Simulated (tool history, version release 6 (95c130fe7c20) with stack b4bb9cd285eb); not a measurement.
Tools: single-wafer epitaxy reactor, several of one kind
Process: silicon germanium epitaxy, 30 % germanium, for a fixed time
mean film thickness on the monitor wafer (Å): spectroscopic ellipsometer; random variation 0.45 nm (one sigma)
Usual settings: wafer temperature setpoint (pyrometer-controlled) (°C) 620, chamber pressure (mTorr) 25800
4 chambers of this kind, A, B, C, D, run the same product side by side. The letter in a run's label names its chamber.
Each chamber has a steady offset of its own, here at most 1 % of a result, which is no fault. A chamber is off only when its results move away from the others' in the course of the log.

| run | hour | wafer temperature setpoint (pyrometer-controlled) (°C) | chamber pressure (mTorr) | read-back reference wafer on the same gauge, thickness_nm | mean film thickness on the monitor wafer (Å) |
|---|---|---|---|---|---|
| 1B | 5.2 | 620 | 25800 | 94.737 | 938.84 |
| 2D | 11.6 | 620 | 25800 | 94.514 | 936.15 |
| 3A | 15.1 | 620 | 25800 | 94.687 | 940.51 |
| 4C | 21.6 | 620 | 25800 | 94.647 | 927.94 |
| 5C | 27.9 | 620 | 25800 | 94.659 | 944.12 |
| 6A | 32.5 | 620 | 25800 | 94.592 | 930.62 |
| 7D | 37.4 | 620 | 25800 | 94.673 | 939.18 |
| 8B | 42.2 | 620 | 25800 | 94.609 | 934.34 |
| 9A | 48.5 | 612 | 25800 | 94.518 | 812.67 |
| 10D | 54.9 | 612 | 25800 | 94.603 | 824.16 |
| 11C | 58.5 | 612 | 25800 | 94.577 | 811.32 |
| 12B | 63.3 | 612 | 25800 | 94.668 | 815.26 |
| 13A | 68.9 | 620 | 25800 | 94.609 | 941.71 |
| 14B | 72.6 | 620 | 25800 | 94.561 | 932.8 |
| 15D | 77.6 | 620 | 25800 | 94.455 | 940.89 |
| 16C | 82 | 620 | 25800 | 94.599 | 934.29 |
| 17D | 87.8 | 620 | 25800 | 94.618 | 933.71 |
| 18A | 94.1 | 620 | 25800 | 94.686 | 927.73 |
| 19C | 99.2 | 620 | 25800 | 94.562 | 932.35 |
| 20B | 104.2 | 620 | 25800 | 94.565 | 943.39 |
| 21C | 109.8 | 620 | 25800 | 94.561 | 929.33 |
| 22B | 115.9 | 620 | 25800 | 94.523 | 933.59 |
| 23D | 122.5 | 620 | 25800 | 94.589 | 937.14 |
| 24A | 126.2 | 620 | 23300 | 94.661 | 894.71 |
|  | 127.4 | chamber D: pyrometer calibrated |
| 25B | 129.5 | 620 | 23300 | 94.588 | 904.67 |
| 26C | 134.4 | 620 | 23300 | 94.596 | 899.54 |
| 27A | 140.2 | 620 | 23300 | 94.636 | 898.44 |
| 28D | 143.8 | 620 | 25800 | 94.58 | 956.16 |
| 29D | 147.3 | 620 | 25800 | 94.507 | 969.46 |
| 30B | 153.4 | 620 | 25800 | 94.665 | 934.81 |
| 31A | 158 | 620 | 25800 | 94.752 | 943.26 |
| 32C | 164.1 | 620 | 27900 | 94.533 | 956.79 |
| 33B | 168 | 620 | 27900 | 94.635 | 963.22 |
| 34A | 173.5 | 620 | 27900 | 94.699 | 968.37 |
| 35D | 180.4 | 620 | 27900 | 94.628 | 996.87 |
| 36C | 187.2 | 620 | 25800 | 94.599 | 934.89 |
| 37B | 191.8 | 620 | 25800 | 94.609 | 929.83 |
| 38A | 195.7 | 620 | 25800 | 94.533 | 931.74 |
| 39D | 200.7 | 620 | 25800 | 94.519 | 966.15 |

All 4 chambers run these settings next. Forecast each chamber's results:
| 40A | 205.7 | 620 | 25800 |  | ? |
| 40B | 205.7 | 620 | 25800 |  | ? |
| 40C | 205.7 | 620 | 25800 |  | ? |
| 40D | 205.7 | 620 | 25800 |  | ? |

| run | mean film thickness on the monitor wafer (Å) |
|---|---|
| 40A | 941.85 |
| 40B | 933.84 |
| 40C | 939.43 |
| 40D | 971.01 |

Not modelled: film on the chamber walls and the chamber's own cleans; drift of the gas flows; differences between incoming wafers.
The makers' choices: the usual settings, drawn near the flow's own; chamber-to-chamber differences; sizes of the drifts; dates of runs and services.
